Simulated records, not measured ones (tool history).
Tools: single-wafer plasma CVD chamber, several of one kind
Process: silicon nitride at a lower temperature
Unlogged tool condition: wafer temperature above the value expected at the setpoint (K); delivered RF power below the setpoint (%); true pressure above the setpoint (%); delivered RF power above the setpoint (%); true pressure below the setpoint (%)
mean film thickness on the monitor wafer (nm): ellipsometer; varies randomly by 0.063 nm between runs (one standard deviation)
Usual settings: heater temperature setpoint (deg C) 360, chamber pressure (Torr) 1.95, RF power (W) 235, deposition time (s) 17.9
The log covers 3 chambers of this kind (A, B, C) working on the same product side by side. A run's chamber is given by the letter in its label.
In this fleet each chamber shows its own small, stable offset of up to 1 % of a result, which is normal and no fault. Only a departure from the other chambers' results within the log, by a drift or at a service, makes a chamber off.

run     day  heater temperature setpoint (deg C)  chamber pressure (Torr)  RF power (W)  deposition time (s)  hours since the last thermocouple change  hours since the last RF generator calibration  hours since the last manometer calibration  read-back reference wafer on the same gauge, thickness_nm  mean film thickness on the monitor wafer (nm)
 1B   0.400                                  360                     1.95           235                 17.9                                     684.5                                         1260.1                                      1155.3                                                     21.286                                         18.692
 2C   0.804                                  360                     1.95           235                 17.9                                     223.1                                         1284.0                                       370.9                                                     21.305                                         18.622
 3A   1.200                                  360                     1.95           235                 17.9                                    1676.0                                         2395.7                                       164.2                                                     21.317                                         18.641
 4C   1.525                                  360                     1.95           235                 17.9                                     240.4                                         1301.3                                       388.2                                                     21.305                                         18.466
 5B   1.875                                  360                     1.95           235                 17.9                                     719.9                                         1295.5                                      1190.7                                                     21.296                                         18.805
 6A   2.262                                  360                     1.95           235                 17.9                                    1701.5                                         2421.2                                       189.7                                                     21.307                                         18.549
      2.367  -- chamber C: RF generator calibrated
 7C   2.496                                  360                     1.50           235                 17.9                                     263.7                                            3.2                                       411.5                                                     21.285                                         17.309
 8A   2.821                                  360                     1.50           235                 17.9                                    1714.9                                         2434.6                                       203.1                                                     21.312                                         17.340
 9B   3.067                                  360                     1.50           235                 17.9                                     748.5                                         1324.1                                      1219.3                                                     21.284                                         17.459
10B   3.325                                  360                     1.95           235                 17.9                                     754.7                                         1330.3                                      1225.5                                                     21.317                                         18.657
11C   3.517                                  360                     1.95           235                 17.9                                     288.2                                           27.7                                       436.0                                                     21.297                                         18.497
12A   3.879                                  360                     1.95           235                 17.9                                    1740.3                                         2460.0                                       228.5                                                     21.302                                         18.580
13A   4.100                                  360                     1.95           235                 17.9                                    1745.6                                         2465.3                                       233.8                                                     21.298                                         18.536
14C   4.525                                  360                     1.95           235                 17.9                                     312.4                                           51.9                                       460.2                                                     21.299                                         18.368
15B   4.875                                  360                     1.95           235                 17.9                                     791.9                                         1367.5                                      1262.7                                                     21.303                                         18.695
16A   5.242                                  360                     1.95           235                 17.9                                    1773.0                                         2492.7                                       261.2                                                     21.300                                         18.598
17C   5.667                                  360                     1.95           235                 17.9                                     339.8                                           79.3                                       487.6                                                     21.318                                         18.298
18B   6.088                                  360                     1.95           235                 17.9                                     821.0                                         1396.6                                      1291.8                                                     21.295                                         18.666
19A   6.342                                  360                     1.95           235                 17.9                                    1799.4                                         2519.1                                       287.6                                                     21.305                                         18.574
20B   6.650                                  360                     1.95           235                 17.9                                     834.5                                         1410.1                                      1305.3                                                     21.298                                         18.738
21C   6.967                                  360                     1.95           235                 17.9                                     371.0                                          110.5                                       518.8                                                     21.311                                         18.428
      7.092  -- chamber A: RF generator calibrated
22A   7.162                                  360                     1.95           235                 17.9                                    1819.1                                            1.7                                       307.3                                                     21.311                                         18.628
23C   7.442                                  360                     1.95           235                 17.9                                     382.4                                          121.9                                       530.2                                                     21.318                                         18.287
24B   7.696                                  360                     1.95           235                 17.9                                     859.6                                         1435.2                                      1330.4                                                     21.304                                         18.666
25C   8.112                                  360                     1.95           235                 17.9                                     398.5                                          138.0                                       546.3                                                     21.302                                         18.345
26A   8.483                                  360                     1.95           235                 17.9                                    1850.8                                           33.4                                       339.0                                                     21.323                                         18.558
27B   8.725                                  360                     1.95           235                 17.9                                     884.3                                         1459.9                                      1355.1                                                     21.297                                         18.654
28B   9.038                                  360                     1.95           235                 17.9                                     891.8                                         1467.4                                      1362.6                                                     21.296                                         18.708
29C   9.275                                  360                     1.95           235                 17.9                                     426.4                                          165.9                                       574.2                                                     21.294                                         18.238
30A   9.558                                  360                     1.95           235                 17.9                                    1876.6                                           59.2                                       364.8                                                     21.311                                         18.588
31A   9.904                                  360                     1.95           235                 17.9                                    1884.9                                           67.5                                       373.1                                                     21.300                                         18.589
32B  10.242                                  360                     1.95           235                 17.9                                     920.7                                         1496.3                                      1391.5                                                     21.310                                         18.706
33C  10.467                                  360                     1.95           235                 17.9                                     455.0                                          194.5                                       602.8                                                     21.327                                         18.083
34A  10.700                                  360                     1.95           235                 17.9                                    1904.0                                           86.6                                       392.2                                                     21.294                                         18.697
35C  10.954                                  360                     1.95           235                 17.9                                     466.7                                          206.2                                       614.5                                                     21.297                                         18.168
36B  11.188                                  360                     1.95           235                 17.9                                     943.4                                         1519.0                                      1414.2                                                     21.316                                         18.649
37A  11.408                                  360                     1.81           265                 17.9                                    1921.0                                          103.6                                       409.2                                                     21.311                                         19.908

Is one chamber out of step, is the gauge drifting, or do the chambers differ by no more than their own small offsets? For an off chamber, give its letter and the likeliest cause.

Little by little, chamber C moves away from the other chambers.
What lies behind it: true pressure below the setpoint (%) = 7.51.
Not necessarily distinguishable in this log from: delivered RF power below the setpoint (%).

Which of the 4 candidates below, each the usual settings with something changed and its results left as question marks, puts chamber C back in line with what the other chambers give on the usual settings?
To be in line, a result may differ from the other chambers' mean on the usual settings by at most: mean film thickness on the monitor wafer (nm) 0.220
38C-1  11.717                                  360                     1.87           220                 17.9                                                                                                                                                                                                                                              ?
38C-2  11.717                                  360                     1.95           240                 18.2                                                                                                                                                                                                                                              ?
38C-3  11.717                                  360                     1.95           235                 18.9                                                                                                                                                                                                                                              ?
38C-4  11.717                                  360                     1.95           235                 17.4                                                                                                                                                                                                                                              ?

The mean the other chambers reach with the usual settings: mean film thickness on the monitor wafer (nm) 18.677
  run  mean film thickness on the monitor wafer (nm)
38C-1                                         17.122
38C-2                                         18.749
38C-3                                         19.183
38C-4                                         17.663
It is 38C-2 that realigns the chamber with its peers.
